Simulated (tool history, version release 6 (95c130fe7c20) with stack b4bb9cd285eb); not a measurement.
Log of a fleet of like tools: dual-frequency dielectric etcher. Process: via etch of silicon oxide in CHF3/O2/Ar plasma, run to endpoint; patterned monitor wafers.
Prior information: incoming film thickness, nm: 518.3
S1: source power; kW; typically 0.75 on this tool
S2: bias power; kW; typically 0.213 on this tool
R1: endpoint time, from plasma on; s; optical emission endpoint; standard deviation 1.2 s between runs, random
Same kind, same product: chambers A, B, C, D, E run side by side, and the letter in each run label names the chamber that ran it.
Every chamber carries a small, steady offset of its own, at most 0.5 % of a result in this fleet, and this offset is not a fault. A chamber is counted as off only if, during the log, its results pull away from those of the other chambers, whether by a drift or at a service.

{"run": "1A", "hour": 10.6, "S1": 0.75, "S2": 0.213, "R1": 227.23}
{"run": "2E", "hour": 18.0, "S1": 0.75, "S2": 0.213, "R1": 225.38}
{"run": "3C", "hour": 24.8, "S1": 0.75, "S2": 0.213, "R1": 227.32}
{"run": "4D", "hour": 34.3, "S1": 0.75, "S2": 0.213, "R1": 227.14}
{"run": "5B", "hour": 41.2, "S1": 0.75, "S2": 0.213, "R1": 228.67}
{"run": "6C", "hour": 53.8, "S1": 0.75, "S2": 0.213, "R1": 227.41}
{"run": "7D", "hour": 63.7, "S1": 0.75, "S2": 0.213, "R1": 227.43}
{"run": "8E", "hour": 73.9, "S1": 0.75, "S2": 0.213, "R1": 226.49}
{"run": "9A", "hour": 85.8, "S1": 0.75, "S2": 0.213, "R1": 226.56}
{"run": "10B", "hour": 96.7, "S1": 0.75, "S2": 0.213, "R1": 228.53}
{"run": "11C", "hour": 102.6, "S1": 0.75, "S2": 0.213, "R1": 225.34}
{"run": "12D", "hour": 112.4, "S1": 0.75, "S2": 0.213, "R1": 229.56}
{"run": "13E", "hour": 121.2, "S1": 0.89, "S2": 0.186, "R1": 223.64}
{"run": "14B", "hour": 132.9, "S1": 0.89, "S2": 0.186, "R1": 222.91}
{"run": "15A", "hour": 144.0, "S1": 0.89, "S2": 0.186, "R1": 221.55}
{"run": "16C", "hour": 151.4, "S1": 0.89, "S2": 0.186, "R1": 220.55}
{"run": "17D", "hour": 159.6, "S1": 0.89, "S2": 0.186, "R1": 222.96}
{"run": "18A", "hour": 167.9, "S1": 0.75, "S2": 0.213, "R1": 226.85}
{"run": "19E", "hour": 178.7, "S1": 0.75, "S2": 0.213, "R1": 226.83}
{"run": "20B", "hour": 185.4, "S1": 0.75, "S2": 0.213, "R1": 228.69}
{"run": "21D", "hour": 197.0, "S1": 0.75, "S2": 0.213, "R1": 229.05}
{"run": "22E", "hour": 204.2, "S1": 0.75, "S2": 0.213, "R1": 226.93}
{"run": "23A", "hour": 213.1, "S1": 0.75, "S2": 0.213, "R1": 225.34}
{"run": "24C", "hour": 225.9, "S1": 0.75, "S2": 0.213, "R1": 218.85}
{"run": "25B", "hour": 238.5, "S1": 0.75, "S2": 0.213, "R1": 227.05}
{"run": "26B", "hour": 249.3, "S1": 0.75, "S2": 0.213, "R1": 228.58}
{"run": "27D", "hour": 255.4, "S1": 0.75, "S2": 0.213, "R1": 227.04}
{"run": "28E", "hour": 264.8, "S1": 0.75, "S2": 0.213, "R1": 227.36}
{"run": "29C", "hour": 276.8, "S1": 0.75, "S2": 0.213, "R1": 218.3}
{"run": "30A", "hour": 289.0, "S1": 0.75, "S2": 0.213, "R1": 229.09}
{"run": "31A", "hour": 297.6, "S1": 0.75, "S2": 0.213, "R1": 227.31}
{"run": "32D", "hour": 306.8, "S1": 0.75, "S2": 0.213, "R1": 228.32}
{"run": "33C", "hour": 316.0, "S1": 0.75, "S2": 0.213, "R1": 217.91}
{"run": "34B", "hour": 322.0, "S1": 0.75, "S2": 0.213, "R1": 228.49}
{"run": "35E", "hour": 333.2, "S1": 0.75, "S2": 0.213, "R1": 226.99}

All 5 chambers run these settings next. Forecast each chamber's results:
{"run": "36A", "hour": 342.5, "S1": 0.88, "S2": 0.213, "R1": "?"}
{"run": "36B", "hour": 342.5, "S1": 0.88, "S2": 0.213, "R1": "?"}
{"run": "36C", "hour": 342.5, "S1": 0.88, "S2": 0.213, "R1": "?"}
{"run": "36D", "hour": 342.5, "S1": 0.88, "S2": 0.213, "R1": "?"}
{"run": "36E", "hour": 342.5, "S1": 0.88, "S2": 0.213, "R1": "?"}

run=36A R1=214.06
run=36B R1=218.06
run=36C R1=205.14
run=36D R1=213.99
run=36E R1=212.99
